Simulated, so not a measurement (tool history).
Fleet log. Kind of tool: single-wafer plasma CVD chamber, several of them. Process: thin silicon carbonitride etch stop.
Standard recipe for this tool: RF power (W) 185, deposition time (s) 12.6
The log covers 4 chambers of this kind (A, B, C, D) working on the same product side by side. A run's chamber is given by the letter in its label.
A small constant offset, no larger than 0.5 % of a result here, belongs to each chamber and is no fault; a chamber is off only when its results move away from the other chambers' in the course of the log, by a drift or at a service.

| run | hour | RF power (W) | deposition time (s) | hours since the last thermocouple change | hours since the last RF generator calibration | read-back reference wafer on the same gauge, thickness_nm | mean film thickness on the monitor wafer (angstrom) |
|---|---|---|---|---|---|---|---|
| 1A | 7.6 | 185 | 12.6 | 589.6 | 1490.3 | 6.2218 | 69.915 |
| 2D | 13.9 | 185 | 12.6 | 105.6 | 1355.6 | 6.2213 | 70.495 |
| 3B | 25.4 | 185 | 12.6 | 606.6 | 1163.4 | 6.2211 | 69.943 |
| 4C | 33.5 | 185 | 12.6 | 2085.3 | 758.2 | 6.2244 | 70.019 |
| 5C | 41.5 | 185 | 12.6 | 2093.3 | 766.2 | 6.2237 | 69.823 |
| 6A | 48.7 | 200 | 12.6 | 630.7 | 1531.4 | 6.222 | 71.613 |
| 7D | 55.7 | 200 | 12.6 | 147.4 | 1397.4 | 6.2232 | 72.18 |
| 8B | 64.8 | 200 | 12.6 | 646 | 1202.8 | 6.2242 | 71.621 |
| 9D | 73 | 200 | 12.6 | 164.7 | 1414.7 | 6.2268 | 71.991 |
| 10B | 84.4 | 185 | 12.6 | 665.6 | 1222.4 | 6.2256 | 70.143 |
| 11C | 96.3 | 185 | 12.6 | 2148.1 | 821 | 6.228 | 69.939 |
|  | 105.7 | chamber A: RF generator calibrated |
| 12A | 105.8 | 185 | 12.6 | 687.8 | 0.2 | 6.2287 | 70.024 |
| 13A | 114.7 | 185 | 12.6 | 696.7 | 9.1 | 6.2281 | 70.162 |
| 14C | 120.6 | 185 | 12.6 | 2172.4 | 845.3 | 6.2286 | 69.773 |
| 15B | 131.9 | 185 | 12.6 | 713.1 | 1269.9 | 6.2304 | 70.077 |
| 16D | 139.3 | 185 | 12.6 | 231 | 1481 | 6.233 | 70.45 |
| 17C | 150.7 | 185 | 12.6 | 2202.5 | 875.4 | 6.2334 | 69.902 |
| 18D | 159.9 | 185 | 12.6 | 251.6 | 1501.6 | 6.2326 | 70.521 |
| 19A | 171.7 | 185 | 12.6 | 753.7 | 66.1 | 6.2338 | 70.132 |
| 20B | 184.7 | 185 | 12.6 | 765.9 | 1322.7 | 6.2352 | 70.219 |
| 21A | 193.5 | 185 | 12.6 | 775.5 | 87.9 | 6.2362 | 70.177 |
| 22D | 201.6 | 185 | 12.6 | 293.3 | 1543.3 | 6.2359 | 70.548 |
| 23C | 207.2 | 185 | 12.6 | 2259 | 931.9 | 6.2383 | 69.902 |
|  | 212.9 | chamber C: RF generator calibrated |
| 24B | 215.5 | 185 | 12.6 | 796.7 | 1353.5 | 6.2402 | 70.379 |
| 25C | 227 | 185 | 12.6 | 2278.8 | 14.2 | 6.2387 | 70.161 |
| 26D | 233.3 | 185 | 12.6 | 325 | 1575 | 6.2397 | 70.713 |
| 27B | 241.8 | 220 | 14.5 | 823 | 1379.8 | 6.2405 | 85.06 |
| 28A | 251.4 | 220 | 14.5 | 833.4 | 145.8 | 6.2397 | 85.161 |
| 29D | 263.2 | 220 | 14.5 | 354.9 | 1604.9 | 6.2416 | 85.54 |
| 30C | 270 | 220 | 14.5 | 2321.8 | 57.2 | 6.2435 | 85.049 |
| 31B | 281.8 | 185 | 12.6 | 863 | 1419.8 | 6.2438 | 70.228 |
| 32A | 292.6 | 185 | 14.8 | 874.6 | 187 | 6.2445 | 82.601 |
| 33A | 300.3 | 185 | 14.8 | 882.3 | 194.7 | 6.2439 | 82.369 |
| 34B | 309.4 | 185 | 14.8 | 890.6 | 1447.4 | 6.2454 | 82.528 |
| 35C | 322.1 | 185 | 14.8 | 2373.9 | 109.3 | 6.2461 | 82.301 |
| 36D | 332.6 | 185 | 12.6 | 424.3 | 1674.3 | 6.2476 | 70.682 |
| 37B | 343 | 185 | 12.6 | 924.2 | 1481 | 6.2483 | 70.405 |
| 38C | 354.4 | 185 | 12.6 | 2406.2 | 141.6 | 6.2491 | 70.119 |
| 39D | 360.7 | 220 | 13.9 | 452.4 | 1702.4 | 6.2495 | 82.25 |
| 40A | 371.9 | 220 | 13.9 | 953.9 | 266.3 | 6.2498 | 81.796 |

All 4 chambers run these settings next. Forecast each chamber's results:
| 41A | 381.2 | 185 | 12.6 |  |  |  | ? |
| 41B | 381.2 | 185 | 12.6 |  |  |  | ? |
| 41C | 381.2 | 185 | 12.6 |  |  |  | ? |
| 41D | 381.2 | 185 | 12.6 |  |  |  | ? |

| run | mean film thickness on the monitor wafer (angstrom) |
|---|---|
| 41A | 70.26 |
| 41B | 70.461 |
| 41C | 70.215 |
| 41D | 70.823 |

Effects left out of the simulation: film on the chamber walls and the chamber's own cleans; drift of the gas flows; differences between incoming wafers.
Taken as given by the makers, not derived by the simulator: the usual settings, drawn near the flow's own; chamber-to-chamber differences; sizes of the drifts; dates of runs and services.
